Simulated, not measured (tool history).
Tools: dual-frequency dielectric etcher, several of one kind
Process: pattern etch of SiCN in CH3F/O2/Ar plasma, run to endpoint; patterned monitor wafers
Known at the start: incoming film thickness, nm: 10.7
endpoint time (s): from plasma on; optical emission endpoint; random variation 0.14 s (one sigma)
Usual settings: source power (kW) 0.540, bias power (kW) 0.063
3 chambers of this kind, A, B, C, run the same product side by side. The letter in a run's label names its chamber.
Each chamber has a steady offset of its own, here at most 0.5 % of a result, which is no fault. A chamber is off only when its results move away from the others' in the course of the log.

run 1C day=0.450 | source_power_(kW)=0.540 bias_power_(kW)=0.063 | endpoint_time_(s)=26.524
run 2A day=1.092 | source_power_(kW)=0.540 bias_power_(kW)=0.063 | endpoint_time_(s)=26.690
run 3B day=1.521 | source_power_(kW)=0.540 bias_power_(kW)=0.063 | endpoint_time_(s)=26.727
run 4A day=2.096 | source_power_(kW)=0.540 bias_power_(kW)=0.063 | endpoint_time_(s)=26.533
run 5B day=2.479 | source_power_(kW)=0.540 bias_power_(kW)=0.063 | endpoint_time_(s)=26.736
run 6C day=2.846 | source_power_(kW)=0.540 bias_power_(kW)=0.063 | endpoint_time_(s)=26.693
run 7B day=3.229 | source_power_(kW)=0.540 bias_power_(kW)=0.063 | endpoint_time_(s)=26.748
run 8A day=3.758 | source_power_(kW)=0.540 bias_power_(kW)=0.063 | endpoint_time_(s)=26.770
run 9C day=4.121 | source_power_(kW)=0.540 bias_power_(kW)=0.063 | endpoint_time_(s)=26.544
run 10B day=4.417 | source_power_(kW)=0.540 bias_power_(kW)=0.063 | endpoint_time_(s)=26.917
run 11A day=4.904 | source_power_(kW)=0.540 bias_power_(kW)=0.063 | endpoint_time_(s)=26.561
run 12C day=5.350 | source_power_(kW)=0.540 bias_power_(kW)=0.063 | endpoint_time_(s)=26.826
run 13B day=5.646 | source_power_(kW)=0.540 bias_power_(kW)=0.063 | endpoint_time_(s)=26.953
run 14A day=6.183 | source_power_(kW)=0.540 bias_power_(kW)=0.063 | endpoint_time_(s)=26.594
-- day=6.588 chamber B: wet clean of the chamber
run 15C day=6.629 | source_power_(kW)=0.540 bias_power_(kW)=0.063 | endpoint_time_(s)=26.911
run 16C day=6.971 | source_power_(kW)=0.540 bias_power_(kW)=0.063 | endpoint_time_(s)=26.672
run 17B day=7.400 | source_power_(kW)=0.540 bias_power_(kW)=0.063 | endpoint_time_(s)=26.713
run 18A day=7.825 | source_power_(kW)=0.450 bias_power_(kW)=0.051 | endpoint_time_(s)=30.421
run 19C day=8.154 | source_power_(kW)=0.450 bias_power_(kW)=0.051 | endpoint_time_(s)=30.542
run 20A day=8.617 | source_power_(kW)=0.450 bias_power_(kW)=0.051 | endpoint_time_(s)=30.404

All 3 chambers run these settings next. Forecast each chamber's results:
run 21A day=9.083 | source_power_(kW)=0.540 bias_power_(kW)=0.063 | endpoint_time_(s)=?
run 21B day=9.083 | source_power_(kW)=0.540 bias_power_(kW)=0.063 | endpoint_time_(s)=?
run 21C day=9.083 | source_power_(kW)=0.540 bias_power_(kW)=0.063 | endpoint_time_(s)=?

run=21A endpoint_time_(s)=26.833
run=21B endpoint_time_(s)=26.930
run=21C endpoint_time_(s)=26.788

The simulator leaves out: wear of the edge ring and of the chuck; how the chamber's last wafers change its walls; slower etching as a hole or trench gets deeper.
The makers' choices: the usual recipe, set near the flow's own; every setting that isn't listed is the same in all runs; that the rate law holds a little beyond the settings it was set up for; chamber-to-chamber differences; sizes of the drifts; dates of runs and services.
